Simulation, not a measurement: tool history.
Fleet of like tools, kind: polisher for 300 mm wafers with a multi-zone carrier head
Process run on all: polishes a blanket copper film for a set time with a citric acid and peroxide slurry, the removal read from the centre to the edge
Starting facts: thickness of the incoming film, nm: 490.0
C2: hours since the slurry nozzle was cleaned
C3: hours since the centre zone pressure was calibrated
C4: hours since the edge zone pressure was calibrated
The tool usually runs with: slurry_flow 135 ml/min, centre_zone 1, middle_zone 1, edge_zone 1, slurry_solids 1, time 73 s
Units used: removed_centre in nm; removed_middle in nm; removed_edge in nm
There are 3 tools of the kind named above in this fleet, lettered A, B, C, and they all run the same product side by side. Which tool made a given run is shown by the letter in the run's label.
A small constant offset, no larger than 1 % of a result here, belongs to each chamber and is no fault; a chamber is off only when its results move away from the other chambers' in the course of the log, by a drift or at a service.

run 1C hour=14.4 | slurry_flow=135 centre_zone=1 middle_zone=1 edge_zone=1 slurry_solids=1 time=73 | wafers_polished_on_this_pad=316 C2=125.6 C3=474.9 C4=308.3 | removed_centre=144.69 removed_middle=147.79 removed_edge=148.95
run 2A hour=22.1 | slurry_flow=135 centre_zone=1 middle_zone=1 edge_zone=1 slurry_solids=1 time=73 | wafers_polished_on_this_pad=569 C2=169 C3=299.9 C4=352.2 | removed_centre=149.79 removed_middle=149.12 removed_edge=146.27
run 3B hour=29.4 | slurry_flow=135 centre_zone=1 middle_zone=1 edge_zone=1 slurry_solids=1 time=73 | wafers_polished_on_this_pad=672 C2=85.2 C3=175.5 C4=285.4 | removed_centre=149.77 removed_middle=149.34 removed_edge=151.04
run 4C hour=42.2 | slurry_flow=135 centre_zone=1 middle_zone=1 edge_zone=1 slurry_solids=1 time=73 | wafers_polished_on_this_pad=491 C2=153.4 C3=502.7 C4=336.1 | removed_centre=149.65 removed_middle=149.22 removed_edge=152.5
run 5A hour=48.9 | slurry_flow=135 centre_zone=1 middle_zone=1 edge_zone=1 slurry_solids=1 time=73 | wafers_polished_on_this_pad=738 C2=195.8 C3=326.7 C4=379 | removed_centre=149.23 removed_middle=148.86 removed_edge=145.64
-- hour=62 chamber B: worn pad replaced by a new one
run 6B hour=62.7 | slurry_flow=135 centre_zone=1 middle_zone=1 edge_zone=1 slurry_solids=1 time=73 | wafers_polished_on_this_pad=4 C2=118.5 C3=208.8 C4=318.7 | removed_centre=150.85 removed_middle=148.44 removed_edge=151.05
-- hour=66 chamber A: edge zone pressure recalibrated
run 7C hour=71 | slurry_flow=135 centre_zone=1 middle_zone=1 edge_zone=1 slurry_solids=1 time=73 | wafers_polished_on_this_pad=673 C2=182.2 C3=531.5 C4=364.9 | removed_centre=147.19 removed_middle=147.84 removed_edge=149.66
run 8A hour=82.6 | slurry_flow=135 centre_zone=1 middle_zone=1.09 edge_zone=1 slurry_solids=1 time=73 | wafers_polished_on_this_pad=951 C2=229.5 C3=360.4 C4=16.6 | removed_centre=147.9 removed_middle=159.95 removed_edge=146.37
run 9B hour=90.3 | slurry_flow=135 centre_zone=1 middle_zone=1.09 edge_zone=1 slurry_solids=1 time=73 | wafers_polished_on_this_pad=178 C2=146.1 C3=236.4 C4=346.3 | removed_centre=148.94 removed_middle=159.56 removed_edge=152.15
-- hour=91.6 chamber C: worn pad replaced by a new one
run 10A hour=99.2 | slurry_flow=135 centre_zone=1 middle_zone=1.09 edge_zone=1 slurry_solids=1 time=73 | wafers_polished_on_this_pad=1055 C2=246.1 C3=377 C4=33.2 | removed_centre=149.68 removed_middle=158.43 removed_edge=146.62
run 11B hour=110.4 | slurry_flow=135 centre_zone=1 middle_zone=1 edge_zone=1.05 slurry_solids=1 time=73 | wafers_polished_on_this_pad=305 C2=166.2 C3=256.5 C4=366.4 | removed_centre=149.83 removed_middle=149.41 removed_edge=153.29
run 12C hour=118.9 | slurry_flow=135 centre_zone=1 middle_zone=1 edge_zone=1.05 slurry_solids=1 time=73 | wafers_polished_on_this_pad=172 C2=230.1 C3=579.4 C4=412.8 | removed_centre=149.03 removed_middle=151.06 removed_edge=154.08
run 13A hour=128.3 | slurry_flow=135 centre_zone=1 middle_zone=1 edge_zone=1.05 slurry_solids=1 time=73 | wafers_polished_on_this_pad=1239 C2=275.2 C3=406.1 C4=62.3 | removed_centre=148.8 removed_middle=150.1 removed_edge=151.6
-- hour=132.7 chamber A: worn pad replaced by a new one
-- hour=134.4 chamber B: edge zone pressure recalibrated
run 14C hour=141.8 | slurry_flow=135 centre_zone=1 middle_zone=1 edge_zone=1 slurry_solids=1 time=73 | wafers_polished_on_this_pad=316 C2=253 C3=602.3 C4=435.7 | removed_centre=145.7 removed_middle=150.2 removed_edge=147.37
run 15B hour=154.8 | slurry_flow=135 centre_zone=1 middle_zone=1 edge_zone=1 slurry_solids=1 time=73 | wafers_polished_on_this_pad=585 C2=210.6 C3=300.9 C4=20.4 | removed_centre=148.89 removed_middle=151.48 removed_edge=150.8
run 16C hour=161.1 | slurry_flow=135 centre_zone=1 middle_zone=1 edge_zone=1 slurry_solids=1 time=73 | wafers_polished_on_this_pad=438 C2=272.3 C3=621.6 C4=455 | removed_centre=147.68 removed_middle=146.89 removed_edge=151.03
run 17A hour=172.8 | slurry_flow=135 centre_zone=1 middle_zone=1 edge_zone=1 slurry_solids=1 time=73 | wafers_polished_on_this_pad=253 C2=319.7 C3=450.6 C4=106.8 | removed_centre=151.72 removed_middle=149.41 removed_edge=147.88
-- hour=174.7 chamber A: slurry nozzle cleaned
run 18B hour=179.6 | slurry_flow=135 centre_zone=1.07 middle_zone=1 edge_zone=1 slurry_solids=1 time=73 | wafers_polished_on_this_pad=741 C2=235.4 C3=325.7 C4=45.2 | removed_centre=160.32 removed_middle=150.8 removed_edge=150.89
run 19B hour=192.2 | slurry_flow=135 centre_zone=1.07 middle_zone=1 edge_zone=1 slurry_solids=1 time=73 | wafers_polished_on_this_pad=821 C2=248 C3=338.3 C4=57.8 | removed_centre=159.92 removed_middle=152.1 removed_edge=150.63
-- hour=196.5 chamber C: slurry nozzle cleaned
run 20A hour=198.7 | slurry_flow=135 centre_zone=1.07 middle_zone=1 edge_zone=1 slurry_solids=1 time=73 | wafers_polished_on_this_pad=416 C2=24 C3=476.5 C4=132.7 | removed_centre=157.11 removed_middle=152.1 removed_edge=148.18
-- hour=206.9 chamber B: worn pad replaced by a new one
run 21C hour=212.7 | slurry_flow=135 centre_zone=1 middle_zone=0.89 edge_zone=1 slurry_solids=1 time=73 | wafers_polished_on_this_pad=763 C2=16.3 C3=673.2 C4=506.6 | removed_centre=147.58 removed_middle=133.73 removed_edge=152.06
-- hour=217.3 chamber C: worn pad replaced by a new one
run 22C hour=225.4 | slurry_flow=135 centre_zone=1 middle_zone=0.89 edge_zone=1 slurry_solids=1 time=73 | wafers_polished_on_this_pad=51 C2=29 C3=685.9 C4=519.3 | removed_centre=150.35 removed_middle=133.24 removed_edge=150.07
run 23B hour=234.2 | slurry_flow=135 centre_zone=1 middle_zone=0.89 edge_zone=1 slurry_solids=1 time=73 | wafers_polished_on_this_pad=172 C2=290 C3=380.3 C4=99.8 | removed_centre=147.37 removed_middle=135.7 removed_edge=148.53
run 24A hour=242 | slurry_flow=135 centre_zone=1 middle_zone=1 edge_zone=1 slurry_solids=1 time=73 | wafers_polished_on_this_pad=689 C2=67.3 C3=519.8 C4=176 | removed_centre=146.99 removed_middle=146.12 removed_edge=149.05
run 25C hour=254.6 | slurry_flow=135 centre_zone=1 middle_zone=1 edge_zone=1 slurry_solids=1 time=73 | wafers_polished_on_this_pad=235 C2=58.2 C3=715.1 C4=548.5 | removed_centre=143.81 removed_middle=147.9 removed_edge=150.9
run 26B hour=265.6 | slurry_flow=135 centre_zone=1 middle_zone=1 edge_zone=1 slurry_solids=1 time=73 | wafers_polished_on_this_pad=370 C2=321.4 C3=411.7 C4=131.2 | removed_centre=144.92 removed_middle=153.41 removed_edge=151.1
run 27A hour=275.1 | slurry_flow=135 centre_zone=1 middle_zone=1 edge_zone=1 slurry_solids=1 time=73 | wafers_polished_on_this_pad=898 C2=100.4 C3=552.9 C4=209.1 | removed_centre=143.89 removed_middle=148.88 removed_edge=146.31
run 28A hour=286.9 | slurry_flow=135 centre_zone=1 middle_zone=1 edge_zone=1 slurry_solids=1 time=73 | wafers_polished_on_this_pad=972 C2=112.2 C3=564.7 C4=220.9 | removed_centre=149.85 removed_middle=146.23 removed_edge=149.21
-- hour=294.9 chamber C: centre zone pressure recalibrated
run 29C hour=299.2 | slurry_flow=135 centre_zone=1.08 middle_zone=1 edge_zone=1 slurry_solids=1 time=73 | wafers_polished_on_this_pad=516 C2=102.8 C3=4.3 C4=593.1 | removed_centre=166.44 removed_middle=148.1 removed_edge=148.19
run 30B hour=305.9 | slurry_flow=135 centre_zone=1.08 middle_zone=1 edge_zone=1 slurry_solids=1 time=73 | wafers_polished_on_this_pad=624 C2=361.7 C3=452 C4=171.5 | removed_centre=163.75 removed_middle=147.82 removed_edge=148.94
run 31B hour=314.1 | slurry_flow=135 centre_zone=1.08 middle_zone=1 edge_zone=1 slurry_solids=1 time=73 | wafers_polished_on_this_pad=676 C2=369.9 C3=460.2 C4=179.7 | removed_centre=163.73 removed_middle=149.48 removed_edge=149.35
-- hour=320 chamber B: worn pad replaced by a new one
run 32A hour=322.6 | slurry_flow=135 centre_zone=0.9 middle_zone=1.1 edge_zone=1 slurry_solids=1 time=73 | wafers_polished_on_this_pad=1198 C2=147.9 C3=600.4 C4=256.6 | removed_centre=131.74 removed_middle=164.89 removed_edge=149.68
run 33C hour=332.9 | slurry_flow=135 centre_zone=0.9 middle_zone=1.1 edge_zone=1 slurry_solids=1 time=73 | wafers_polished_on_this_pad=729 C2=136.5 C3=38 C4=626.8 | removed_centre=131.75 removed_middle=165.21 removed_edge=149.06
-- hour=338.6 chamber A: worn pad replaced by a new one
-- hour=342.6 chamber C: worn pad replaced by a new one
run 34C hour=346.8 | slurry_flow=135 centre_zone=0.9 middle_zone=1.1 edge_zone=1 slurry_solids=1 time=73 | wafers_polished_on_this_pad=26 C2=150.4 C3=51.9 C4=640.7 | removed_centre=133.48 removed_middle=162.65 removed_edge=151.7
run 35B hour=355.6 | slurry_flow=135 centre_zone=1 middle_zone=1 edge_zone=1 slurry_solids=1 time=73 | wafers_polished_on_this_pad=224 C2=411.4 C3=501.7 C4=221.2 | removed_centre=147.7 removed_middle=149.38 removed_edge=149.1
run 36A hour=366.2 | slurry_flow=135 centre_zone=1 middle_zone=1 edge_zone=1 slurry_solids=1 time=73 | wafers_polished_on_this_pad=174 C2=191.5 C3=644 C4=300.2 | removed_centre=151.59 removed_middle=148.89 removed_edge=145.13
run 37C hour=378.6 | slurry_flow=135 centre_zone=1 middle_zone=1 edge_zone=1 slurry_solids=1 time=73 | wafers_polished_on_this_pad=227 C2=182.2 C3=83.7 C4=672.5 | removed_centre=149.97 removed_middle=147.72 removed_edge=147.84
run 38A hour=387.8 | slurry_flow=135 centre_zone=1 middle_zone=1 edge_zone=1 slurry_solids=1 time=73 | wafers_polished_on_this_pad=310 C2=213.1 C3=665.6 C4=321.8 | removed_centre=149.51 removed_middle=149.07 removed_edge=145.19
run 39B hour=397.2 | slurry_flow=135 centre_zone=1 middle_zone=1 edge_zone=1 slurry_solids=1 time=73 | wafers_polished_on_this_pad=487 C2=453 C3=543.3 C4=262.8 | removed_centre=148.09 removed_middle=149.29 removed_edge=147.36

For the next run the whole fleet of 3 chambers uses the same settings. Give each chamber's results:
run 40A hour=407.8 | slurry_flow=135 centre_zone=1 middle_zone=1 edge_zone=1 slurry_solids=1 time=62 | removed_centre=? removed_middle=? removed_edge=?
run 40B hour=407.8 | slurry_flow=135 centre_zone=1 middle_zone=1 edge_zone=1 slurry_solids=1 time=62 | removed_centre=? removed_middle=? removed_edge=?
run 40C hour=407.8 | slurry_flow=135 centre_zone=1 middle_zone=1 edge_zone=1 slurry_solids=1 time=62 | removed_centre=? removed_middle=? removed_edge=?

run=40A removed_centre=125.2 removed_middle=126.06 removed_edge=125.78
run=40B removed_centre=122.69 removed_middle=127.27 removed_edge=126.39
run=40C removed_centre=127.88 removed_middle=125.28 removed_edge=125.71
